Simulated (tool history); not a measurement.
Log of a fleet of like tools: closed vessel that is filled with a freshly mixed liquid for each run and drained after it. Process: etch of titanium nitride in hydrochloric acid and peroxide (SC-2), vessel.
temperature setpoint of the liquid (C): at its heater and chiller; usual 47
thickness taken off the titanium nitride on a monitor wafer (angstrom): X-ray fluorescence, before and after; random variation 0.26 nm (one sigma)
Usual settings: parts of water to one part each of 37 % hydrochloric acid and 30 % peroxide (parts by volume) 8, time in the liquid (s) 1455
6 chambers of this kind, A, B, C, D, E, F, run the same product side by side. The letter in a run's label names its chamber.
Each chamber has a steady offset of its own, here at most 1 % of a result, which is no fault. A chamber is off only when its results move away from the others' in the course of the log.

| run | hour | temperature setpoint of the liquid (C) | parts of water to one part each of 37 % hydrochloric acid and 30 % peroxide (parts by volume) | time in the liquid (s) | read-back film thickness of the titanium nitride reference wafer, read on the same gauge (nm) | thickness taken off the titanium nitride on a monitor wafer (angstrom) |
|---|---|---|---|---|---|---|
| 1D | 8.7 | 47 | 8 | 1455 | 100 | 336.02 |
| 2E | 19.6 | 47 | 8 | 1455 | 100.03 | 333.45 |
| 3F | 30.4 | 47 | 8 | 1455 | 100.03 | 333.55 |
| 4B | 40.4 | 47 | 8 | 1455 | 99.984 | 330.92 |
| 5A | 47.6 | 47 | 8 | 1455 | 100.03 | 334.16 |
|  | 50.6 | chamber F: thermometer replaced |
| 6C | 56.2 | 47 | 8 | 1455 | 99.998 | 331.18 |
| 7A | 67.4 | 47 | 8 | 1455 | 99.957 | 328.33 |
| 8C | 73.8 | 47 | 8 | 1455 | 99.989 | 330.95 |
|  | 74.4 | chamber C: new drum of peroxide connected |
| 9D | 80.9 | 47 | 8 | 1455 | 99.966 | 333.92 |
| 10E | 89.8 | 47 | 8 | 1455 | 99.996 | 333.48 |
| 11F | 99.8 | 47 | 8 | 1455 | 100 | 337.28 |
| 12B | 113.1 | 37.5 | 5.5 | 1455 | 99.97 | 227.4 |
| 13D | 125.5 | 37.5 | 5.5 | 1455 | 99.994 | 228.64 |
| 14B | 135.2 | 37.5 | 5.5 | 1455 | 100 | 229.09 |
| 15C | 147.6 | 37.5 | 5.5 | 1455 | 99.981 | 234.23 |
| 16E | 158.6 | 37.5 | 5.5 | 1455 | 99.999 | 227.13 |
| 17A | 170.3 | 37.5 | 5.5 | 1455 | 99.955 | 226.18 |
|  | 175.2 | chamber A: chemicals flow meter replaced |
| 18F | 177.1 | 47 | 8 | 1455 | 99.996 | 340.31 |
| 19C | 189.3 | 47 | 8 | 1455 | 100.02 | 347.36 |
| 20B | 196.1 | 47 | 8 | 1455 | 99.962 | 329.95 |
| 21E | 205.4 | 47 | 8 | 1455 | 99.988 | 329.08 |
| 22F | 215.7 | 47 | 8 | 1455 | 100.04 | 337.06 |
|  | 217.5 | chamber A: new drum of peroxide connected |
| 23D | 226 | 47 | 8 | 1455 | 99.96 | 334.06 |
| 24A | 238.1 | 47 | 8 | 1455 | 100.01 | 330.38 |
| 25B | 247.7 | 47 | 8 | 1455 | 100.05 | 329.89 |
|  | 255.8 | chamber D: new drum of peroxide connected |
| 26E | 256 | 50 | 6 | 1455 | 100.02 | 503.75 |
| 27C | 265 | 50 | 6 | 1455 | 99.996 | 550.61 |
|  | 271.7 | chamber B: chemicals flow meter replaced |
| 28F | 274.9 | 50 | 6 | 1455 | 99.99 | 512.35 |
| 29D | 281.4 | 50 | 6 | 1455 | 100.02 | 508.69 |
| 30A | 292.5 | 50 | 6 | 1455 | 100.01 | 507.61 |
| 31E | 305.5 | 50 | 6 | 1455 | 99.958 | 514.72 |
|  | 310.9 | chamber F: new drum of peroxide connected |
| 32B | 313.6 | 47 | 8 | 1455 | 100.03 | 332.74 |
| 33F | 325.6 | 47 | 8 | 1455 | 99.978 | 334.81 |
| 34A | 336.3 | 47 | 8 | 1455 | 99.997 | 330.45 |
| 35C | 347.6 | 47 | 8 | 1455 | 100.04 | 364.56 |
| 36D | 356.5 | 47 | 8 | 1455 | 100.02 | 333.92 |
| 37E | 369.4 | 47 | 8 | 1455 | 99.973 | 339.68 |

All 6 chambers run these settings next. Forecast each chamber's results:
| 38A | 379 | 47 | 8 | 1455 |  | ? |
| 38B | 379 | 47 | 8 | 1455 |  | ? |
| 38C | 379 | 47 | 8 | 1455 |  | ? |
| 38D | 379 | 47 | 8 | 1455 |  | ? |
| 38E | 379 | 47 | 8 | 1455 |  | ? |
| 38F | 379 | 47 | 8 | 1455 |  | ? |

| run | thickness taken off the titanium nitride on a monitor wafer (angstrom) |
|---|---|
| 38A | 332.67 |
| 38B | 328.5 |
| 38C | 372.31 |
| 38D | 334.06 |
| 38E | 335.09 |
| 38F | 328.3 |
